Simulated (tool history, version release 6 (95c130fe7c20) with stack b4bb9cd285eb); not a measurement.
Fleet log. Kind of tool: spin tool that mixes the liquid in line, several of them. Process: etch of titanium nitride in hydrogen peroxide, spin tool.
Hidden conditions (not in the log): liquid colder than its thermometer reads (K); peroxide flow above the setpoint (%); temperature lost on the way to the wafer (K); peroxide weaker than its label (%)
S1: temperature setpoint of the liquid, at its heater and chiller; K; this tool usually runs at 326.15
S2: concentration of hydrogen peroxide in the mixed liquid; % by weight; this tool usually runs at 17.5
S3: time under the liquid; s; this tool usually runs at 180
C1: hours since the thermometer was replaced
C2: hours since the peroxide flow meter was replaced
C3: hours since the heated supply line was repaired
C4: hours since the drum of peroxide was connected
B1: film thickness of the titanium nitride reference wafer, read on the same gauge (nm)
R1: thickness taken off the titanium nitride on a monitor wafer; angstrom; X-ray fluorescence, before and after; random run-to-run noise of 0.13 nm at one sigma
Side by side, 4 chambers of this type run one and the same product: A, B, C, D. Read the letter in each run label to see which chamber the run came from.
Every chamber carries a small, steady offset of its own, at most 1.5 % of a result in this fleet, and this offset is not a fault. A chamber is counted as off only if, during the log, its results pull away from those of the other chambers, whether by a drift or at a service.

{"run": "1C", "day": 0.267, "S1": 326.15, "S2": 17.5, "S3": 180, "C1": 281.8, "C2": 1659.7, "C3": 595.1, "C4": 236.3, "B1": 79.982, "R1": 163.08}
{"run": "2D", "day": 0.538, "S1": 326.15, "S2": 17.5, "S3": 180, "C1": 1609.2, "C2": 86.0, "C3": 782.1, "C4": 724.4, "B1": 79.986, "R1": 160.61}
{"run": "3A", "day": 0.95, "S1": 326.15, "S2": 17.5, "S3": 180, "C1": 308.9, "C2": 744.7, "C3": 1762.3, "C4": 522.0, "B1": 80.025, "R1": 163.62}
{"run": "4B", "day": 1.379, "S1": 326.15, "S2": 17.5, "S3": 180, "C1": 294.1, "C2": 40.5, "C3": 830.9, "C4": 358.6, "B1": 80.013, "R1": 165.55}
{"day": 1.817, "done": "chamber A: peroxide flow meter replaced"}
{"run": "5A", "day": 1.838, "S1": 326.15, "S2": 17.5, "S3": 180, "C1": 330.2, "C2": 0.5, "C3": 1783.6, "C4": 543.3, "B1": 79.967, "R1": 164.95}
{"run": "6D", "day": 2.246, "S1": 326.15, "S2": 17.5, "S3": 180, "C1": 1650.2, "C2": 127.0, "C3": 823.1, "C4": 765.4, "B1": 79.991, "R1": 159.88}
{"run": "7B", "day": 2.592, "S1": 326.15, "S2": 17.5, "S3": 180, "C1": 323.2, "C2": 69.6, "C3": 860.0, "C4": 387.7, "B1": 79.976, "R1": 161.26}
{"run": "8C", "day": 3.029, "S1": 326.15, "S2": 17.5, "S3": 180, "C1": 348.1, "C2": 1726.0, "C3": 661.4, "C4": 302.6, "B1": 79.985, "R1": 161.16}
{"run": "9C", "day": 3.383, "S1": 326.15, "S2": 17.5, "S3": 180, "C1": 356.6, "C2": 1734.5, "C3": 669.9, "C4": 311.1, "B1": 79.998, "R1": 160.2}
{"day": 3.658, "done": "chamber D: heated supply line repaired"}
{"run": "10A", "day": 3.917, "S1": 326.15, "S2": 17.5, "S3": 180, "C1": 380.1, "C2": 50.4, "C3": 1833.5, "C4": 593.2, "B1": 79.972, "R1": 160.46}
{"run": "11B", "day": 4.371, "S1": 326.15, "S2": 17.5, "S3": 180, "C1": 365.9, "C2": 112.3, "C3": 902.7, "C4": 430.4, "B1": 79.988, "R1": 162.55}
{"run": "12D", "day": 4.729, "S1": 326.15, "S2": 17.5, "S3": 180, "C1": 1709.8, "C2": 186.6, "C3": 25.8, "C4": 825.0, "B1": 80.008, "R1": 161.7}
{"run": "13B", "day": 4.971, "S1": 326.15, "S2": 17.5, "S3": 180, "C1": 380.3, "C2": 126.7, "C3": 917.1, "C4": 444.8, "B1": 79.976, "R1": 162.59}
{"run": "14A", "day": 5.288, "S1": 326.15, "S2": 17.5, "S3": 180, "C1": 413.0, "C2": 83.3, "C3": 1866.4, "C4": 626.1, "B1": 80.01, "R1": 156.11}
{"run": "15D", "day": 5.667, "S1": 326.15, "S2": 17.5, "S3": 180, "C1": 1732.3, "C2": 209.1, "C3": 48.3, "C4": 847.5, "B1": 80.016, "R1": 161.01}
{"run": "16C", "day": 6.092, "S1": 326.15, "S2": 17.5, "S3": 180, "C1": 421.6, "C2": 1799.5, "C3": 734.9, "C4": 376.1, "B1": 79.968, "R1": 162.11}
{"day": 6.283, "done": "chamber B: new drum of peroxide connected"}
{"run": "17B", "day": 6.371, "S1": 326.15, "S2": 17.5, "S3": 180, "C1": 413.9, "C2": 160.3, "C3": 950.7, "C4": 2.1, "B1": 79.978, "R1": 159.76}
{"day": 6.671, "done": "chamber C: peroxide flow meter replaced"}
{"run": "18D", "day": 6.738, "S1": 330.65, "S2": 17.5, "S3": 115, "C1": 1758.0, "C2": 234.8, "C3": 74.0, "C4": 873.2, "B1": 79.97, "R1": 142.19}
{"run": "19A", "day": 7.017, "S1": 330.65, "S2": 17.5, "S3": 115, "C1": 454.5, "C2": 124.8, "C3": 1907.9, "C4": 667.6, "B1": 80.003, "R1": 135.82}
{"run": "20C", "day": 7.438, "S1": 330.65, "S2": 17.5, "S3": 115, "C1": 453.9, "C2": 18.4, "C3": 767.2, "C4": 408.4, "B1": 80.021, "R1": 140.38}
{"run": "21A", "day": 7.954, "S1": 330.65, "S2": 17.5, "S3": 115, "C1": 477.0, "C2": 147.3, "C3": 1930.4, "C4": 690.1, "B1": 79.966, "R1": 135.4}
{"run": "22B", "day": 8.492, "S1": 326.15, "S2": 17.5, "S3": 180, "C1": 464.8, "C2": 211.2, "C3": 1001.6, "C4": 53.0, "B1": 79.992, "R1": 161.3}
{"run": "23C", "day": 8.908, "S1": 326.15, "S2": 17.5, "S3": 180, "C1": 489.2, "C2": 53.7, "C3": 802.5, "C4": 443.7, "B1": 80.027, "R1": 162.43}
{"day": 8.938, "done": "chamber C: new drum of peroxide connected"}
{"run": "24D", "day": 9.408, "S1": 326.15, "S2": 20.5, "S3": 180, "C1": 1822.1, "C2": 298.9, "C3": 138.1, "C4": 937.3, "B1": 79.99, "R1": 167.07}
{"run": "25C", "day": 9.783, "S1": 326.15, "S2": 20.5, "S3": 180, "C1": 510.2, "C2": 74.7, "C3": 823.5, "C4": 20.4, "B1": 79.995, "R1": 166.84}
{"run": "26A", "day": 10.333, "S1": 326.15, "S2": 20.5, "S3": 180, "C1": 534.1, "C2": 204.4, "C3": 1987.5, "C4": 747.2, "B1": 80.022, "R1": 154.09}
{"run": "27D", "day": 10.875, "S1": 326.15, "S2": 20.5, "S3": 180, "C1": 1857.3, "C2": 334.1, "C3": 173.3, "C4": 972.5, "B1": 80.025, "R1": 165.84}

Does one chamber stand apart from the rest, does the shared gauge drift, or is all well apart from small per-chamber offsets? Give the chamber and the most likely cause, where there is one.

Little by little, chamber A moves away from the other chambers.
Cause: temperature lost on the way to the wafer (K) = 1.31.
With only this log, it may be confused with: liquid colder than its thermometer reads (K).

Chamber A could run next with any of the 4 candidate recipes listed below; each alters the usual settings, and their results appear as question marks. Which one brings its results back in line with what the other chambers deliver on the usual settings?
In-line tolerance around the mean of the other chambers on the usual settings: R1 4.50 angstrom
{"run": "28A-1", "day": 11.271, "S1": 324.15, "S2": 17.5, "S3": 180, "R1": "?"}
{"run": "28A-2", "day": 11.271, "S1": 327.15, "S2": 17.5, "S3": 190, "R1": "?"}
{"run": "28A-3", "day": 11.271, "S1": 326.15, "S2": 12.0, "S3": 180, "R1": "?"}
{"run": "28A-4", "day": 11.271, "S1": 326.15, "S2": 17.5, "S3": 195, "R1": "?"}

The other chambers' mean on the usual settings: R1 161.27 angstrom
run=28A-1 R1=128.29
run=28A-2 R1=167.92
run=28A-3 R1=136.64
run=28A-4 R1=160.49
The answer is 28A-4, which returns the chamber to within the allowed miss of the others.
